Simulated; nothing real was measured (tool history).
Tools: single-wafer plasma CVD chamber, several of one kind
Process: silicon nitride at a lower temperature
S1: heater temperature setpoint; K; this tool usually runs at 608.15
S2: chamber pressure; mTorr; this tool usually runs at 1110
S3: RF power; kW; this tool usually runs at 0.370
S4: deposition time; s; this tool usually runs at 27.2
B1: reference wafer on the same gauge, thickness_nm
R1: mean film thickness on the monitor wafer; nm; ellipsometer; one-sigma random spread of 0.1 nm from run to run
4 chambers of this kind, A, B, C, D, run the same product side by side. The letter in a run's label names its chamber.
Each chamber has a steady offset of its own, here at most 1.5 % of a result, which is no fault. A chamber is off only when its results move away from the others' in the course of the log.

{"run": "1B", "hour": 14.5, "S1": 608.15, "S2": 1110, "S3": 0.37, "S4": 27.2, "B1": 30.692, "R1": 33.655}
{"run": "2A", "hour": 24.4, "S1": 608.15, "S2": 1110, "S3": 0.37, "S4": 27.2, "B1": 30.713, "R1": 32.709}
{"run": "3D", "hour": 34.1, "S1": 608.15, "S2": 1110, "S3": 0.37, "S4": 27.2, "B1": 30.715, "R1": 33.336}
{"run": "4C", "hour": 41.7, "S1": 608.15, "S2": 1110, "S3": 0.37, "S4": 27.2, "B1": 30.71, "R1": 33.236}
{"run": "5C", "hour": 55.2, "S1": 608.15, "S2": 1110, "S3": 0.37, "S4": 27.2, "B1": 30.692, "R1": 33.286}
{"hour": 69.1, "done": "chamber C: RF generator calibrated"}
{"run": "6B", "hour": 69.5, "S1": 608.15, "S2": 1110, "S3": 0.37, "S4": 27.2, "B1": 30.717, "R1": 33.581}
{"run": "7D", "hour": 76.2, "S1": 608.15, "S2": 1110, "S3": 0.37, "S4": 27.2, "B1": 30.712, "R1": 33.135}
{"run": "8A", "hour": 84.8, "S1": 608.15, "S2": 1110, "S3": 0.37, "S4": 27.2, "B1": 30.701, "R1": 32.873}
{"run": "9B", "hour": 94.8, "S1": 608.15, "S2": 1110, "S3": 0.37, "S4": 27.2, "B1": 30.711, "R1": 33.501}
{"run": "10A", "hour": 105.6, "S1": 614.15, "S2": 1110, "S3": 0.37, "S4": 27.2, "B1": 30.682, "R1": 32.737}
{"run": "11C", "hour": 115.4, "S1": 614.15, "S2": 1110, "S3": 0.37, "S4": 27.2, "B1": 30.705, "R1": 33.289}
{"run": "12D", "hour": 128.8, "S1": 614.15, "S2": 1110, "S3": 0.37, "S4": 27.2, "B1": 30.69, "R1": 33.294}
{"hour": 132.9, "done": "chamber B: thermocouple changed; heater temperature recalibrated"}
{"run": "13A", "hour": 140.8, "S1": 614.15, "S2": 1110, "S3": 0.37, "S4": 27.2, "B1": 30.709, "R1": 32.799}
{"run": "14C", "hour": 154.3, "S1": 608.15, "S2": 1110, "S3": 0.37, "S4": 27.2, "B1": 30.708, "R1": 33.271}
{"run": "15D", "hour": 161.8, "S1": 608.15, "S2": 1110, "S3": 0.37, "S4": 27.2, "B1": 30.665, "R1": 33.346}
{"run": "16B", "hour": 176.0, "S1": 608.15, "S2": 1110, "S3": 0.37, "S4": 27.2, "B1": 30.684, "R1": 33.559}
{"run": "17D", "hour": 182.3, "S1": 608.15, "S2": 870, "S3": 0.345, "S4": 27.2, "B1": 30.73, "R1": 29.105}
{"run": "18A", "hour": 195.3, "S1": 608.15, "S2": 870, "S3": 0.345, "S4": 27.2, "B1": 30.713, "R1": 28.791}
{"run": "19B", "hour": 203.2, "S1": 608.15, "S2": 870, "S3": 0.345, "S4": 27.2, "B1": 30.714, "R1": 29.723}
{"run": "20C", "hour": 217.3, "S1": 608.15, "S2": 870, "S3": 0.345, "S4": 27.2, "B1": 30.728, "R1": 29.425}
{"run": "21D", "hour": 230.1, "S1": 608.15, "S2": 1110, "S3": 0.37, "S4": 27.2, "B1": 30.691, "R1": 32.913}
{"run": "22B", "hour": 242.0, "S1": 608.15, "S2": 1110, "S3": 0.37, "S4": 27.2, "B1": 30.694, "R1": 33.653}
{"run": "23A", "hour": 249.5, "S1": 608.15, "S2": 1020, "S3": 0.37, "S4": 27.2, "B1": 30.689, "R1": 31.928}
{"run": "24C", "hour": 260.6, "S1": 608.15, "S2": 1020, "S3": 0.37, "S4": 27.2, "B1": 30.704, "R1": 32.405}
{"run": "25C", "hour": 270.2, "S1": 608.15, "S2": 1020, "S3": 0.37, "S4": 27.2, "B1": 30.696, "R1": 32.614}
{"run": "26B", "hour": 279.2, "S1": 608.15, "S2": 1020, "S3": 0.37, "S4": 27.2, "B1": 30.704, "R1": 32.908}
{"run": "27A", "hour": 289.7, "S1": 608.15, "S2": 850, "S3": 0.37, "S4": 27.2, "B1": 30.72, "R1": 30.028}
{"run": "28D", "hour": 297.5, "S1": 608.15, "S2": 850, "S3": 0.37, "S4": 27.2, "B1": 30.716, "R1": 29.935}
{"run": "29B", "hour": 306.6, "S1": 608.15, "S2": 850, "S3": 0.37, "S4": 27.2, "B1": 30.693, "R1": 30.693}
{"run": "30C", "hour": 316.3, "S1": 608.15, "S2": 850, "S3": 0.37, "S4": 27.2, "B1": 30.689, "R1": 30.543}
{"hour": 324.9, "done": "chamber A: RF generator calibrated"}
{"run": "31D", "hour": 324.9, "S1": 608.15, "S2": 1110, "S3": 0.3, "S4": 27.2, "B1": 30.682, "R1": 28.588}
{"run": "32A", "hour": 333.8, "S1": 608.15, "S2": 1110, "S3": 0.3, "S4": 27.2, "B1": 30.704, "R1": 28.518}
{"run": "33D", "hour": 341.1, "S1": 608.15, "S2": 1110, "S3": 0.3, "S4": 27.2, "B1": 30.671, "R1": 28.56}
{"run": "34C", "hour": 355.4, "S1": 608.15, "S2": 1110, "S3": 0.3, "S4": 27.2, "B1": 30.665, "R1": 28.871}
{"run": "35A", "hour": 366.6, "S1": 608.15, "S2": 1110, "S3": 0.37, "S4": 27.2, "B1": 30.693, "R1": 32.743}
{"run": "36B", "hour": 380.1, "S1": 608.15, "S2": 920, "S3": 0.37, "S4": 25.2, "B1": 30.706, "R1": 29.372}

For the next run the whole fleet of 4 chambers uses the same settings. Give each chamber's results:
{"run": "37A", "hour": 390.6, "S1": 614.15, "S2": 1110, "S3": 0.37, "S4": 27.2, "R1": "?"}
{"run": "37B", "hour": 390.6, "S1": 614.15, "S2": 1110, "S3": 0.37, "S4": 27.2, "R1": "?"}
{"run": "37C", "hour": 390.6, "S1": 614.15, "S2": 1110, "S3": 0.37, "S4": 27.2, "R1": "?"}
{"run": "37D", "hour": 390.6, "S1": 614.15, "S2": 1110, "S3": 0.37, "S4": 27.2, "R1": "?"}

run=37A R1=32.485
run=37B R1=33.502
run=37C R1=33.409
run=37D R1=32.509
